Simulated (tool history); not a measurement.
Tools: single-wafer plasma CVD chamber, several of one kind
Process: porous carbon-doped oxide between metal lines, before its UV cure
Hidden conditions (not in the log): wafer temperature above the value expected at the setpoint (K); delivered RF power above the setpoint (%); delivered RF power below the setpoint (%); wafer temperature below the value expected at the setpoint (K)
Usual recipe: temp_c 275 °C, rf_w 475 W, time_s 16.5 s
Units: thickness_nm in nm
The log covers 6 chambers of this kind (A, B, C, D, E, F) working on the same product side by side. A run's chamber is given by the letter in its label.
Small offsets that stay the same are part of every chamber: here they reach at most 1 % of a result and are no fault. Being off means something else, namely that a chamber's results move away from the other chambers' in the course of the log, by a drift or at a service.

run    day  temp_c  rf_w  time_s  hours since the last thermocouple change  hours since the last RF generator calibration  read-back reference wafer on the same gauge, thickness_nm  thickness_nm
 1A  0.179     275   475    16.5                                    1123.9                                          534.9                                                     108.98       101.940
 2B  0.358     275   475    16.5                                    2841.5                                         1462.5                                                     108.99       101.940
 3F  0.579     275   475    16.5                                      42.7                                         1536.4                                                     108.99       101.390
 4E  0.879     275   475    16.5                                    1188.6                                          463.9                                                     109.02       101.690
 5C  1.133     275   475    16.5                                     436.7                                         2161.4                                                     108.97       101.960
     1.138  -- chamber D: thermocouple changed; heater temperature recalibrated
     1.217  -- chamber E: thermocouple changed; heater temperature recalibrated
 6D  1.438     275   475    16.5                                       7.3                                         2099.6                                                     109.02       102.860
 7C  1.642     275   475    16.5                                     448.9                                         2173.6                                                     108.93       102.140
 8F  1.792     275   475    16.5                                      71.8                                         1565.5                                                     109.04       100.890
 9A  2.025     275   475    16.5                                    1168.2                                          579.2                                                     109.08       102.380
10E  2.254     275   390    16.5                                      24.9                                          496.9                                                     109.08        86.755
11D  2.504     275   390    16.5                                      32.9                                         2125.2                                                     109.01        88.034
12B  2.708     275   390    16.5                                    2897.9                                         1518.9                                                     109.02        88.272
13C  2.979     275   390    16.5                                     481.0                                         2205.7                                                     109.01        87.779
14D  3.162     275   390    16.5                                      48.7                                         2141.0                                                     108.99        88.528
15F  3.375     275   390    16.5                                     109.8                                         1603.5                                                     109.08        87.232
16A  3.608     275   475    16.5                                    1206.2                                          617.2                                                     109.04       102.480
17E  3.850     275   475    16.5                                      63.2                                          535.2                                                     108.95       101.840
18B  4.083     275   475    16.5                                    2930.9                                         1551.9                                                     109.05       102.730
19E  4.283     275   440    16.5                                      73.6                                          545.6                                                     109.00        95.729
     4.542  -- chamber A: thermocouple changed; heater temperature recalibrated
20B  4.554     275   440    16.5                                    2942.2                                         1563.2                                                     108.92        97.173
21D  4.879     275   440    16.5                                      89.9                                         2182.2                                                     109.00        97.145
     4.967  -- chamber F: RF generator calibrated
22A  5.108     275   440    16.5                                      13.7                                          653.2                                                     108.96        94.168
23C  5.392     275   440    16.5                                     538.9                                         2263.6                                                     108.93        96.807
24F  5.704     275   440    16.5                                     165.7                                           17.7                                                     109.03        95.919
25B  6.038     275   475    16.5                                    2977.8                                         1598.8                                                     109.03       102.860
26A  6.208     275   475    16.5                                      40.1                                          679.6                                                     108.99        99.292
27F  6.358     275   475    16.5                                     181.4                                           33.4                                                     109.05       101.440
28D  6.654     275   475    16.5                                     132.5                                         2224.8                                                     108.97       102.090
29C  6.933     275   475    16.5                                     575.9                                         2300.6                                                     109.00       102.400
30E  7.175     285   405    16.5                                     143.0                                          615.0                                                     108.99        84.073
     7.454  -- chamber B: thermocouple changed; heater temperature recalibrated
31A  7.500     285   405    16.5                                      71.1                                          710.6                                                     109.01        83.399
32C  7.783     285   405    16.5                                     596.3                                         2321.0                                                     109.06        84.809
33D  8.000     285   405    16.5                                     164.8                                         2257.1                                                     108.98        85.418
34B  8.333     285   405    16.5                                      21.1                                         1653.9                                                     109.08        85.732
35E  8.671     285   405    16.5                                     178.9                                          650.9                                                     108.92        84.486
36F  8.946     275   475    16.5                                     243.5                                           95.5                                                     108.97       101.960
37E  9.100     275   475    16.5                                     189.2                                          661.2                                                     109.00       101.320
38A  9.425     275   475    16.5                                     117.3                                          756.8                                                     108.93        99.348
39F  9.600     275   475    16.5                                     259.2                                          111.2                                                     108.94       101.310
40D  9.796     275   565    18.7                                     207.9                                         2300.2                                                     108.94       129.920

Is one chamber out of step, is the gauge drifting, or do the chambers differ by no more than their own small offsets? For an off chamber, give its letter and the likeliest cause.

The work done on chamber A during a service left it standing apart from the others.
Cause: wafer temperature above the value expected at the setpoint (K) = 4.69.

Which of the 4 candidates below, each the usual settings with something changed and its results left as question marks, puts chamber A back in line with what the other chambers give on the usual settings?
Allowed miss from the other chambers' usual-settings mean, per result, to count as in line: thickness_nm 1.000 nm
41A-1  10.038     275   475    16.6                                                                                                                                                                 ?
41A-2  10.038     276   470    16.3                                                                                                                                                                 ?
41A-3  10.038     275   495    16.5                                                                                                                                                                 ?
41A-4  10.038     275   475    16.4                                                                                                                                                                 ?

Other chambers, usual settings, mean: thickness_nm 102.090 nm
  run  thickness_nm
41A-1       100.010
41A-2        96.946
41A-3       102.200
41A-4        98.844
The right change is 41A-3: it brings the chamber back within the allowed miss of the others.

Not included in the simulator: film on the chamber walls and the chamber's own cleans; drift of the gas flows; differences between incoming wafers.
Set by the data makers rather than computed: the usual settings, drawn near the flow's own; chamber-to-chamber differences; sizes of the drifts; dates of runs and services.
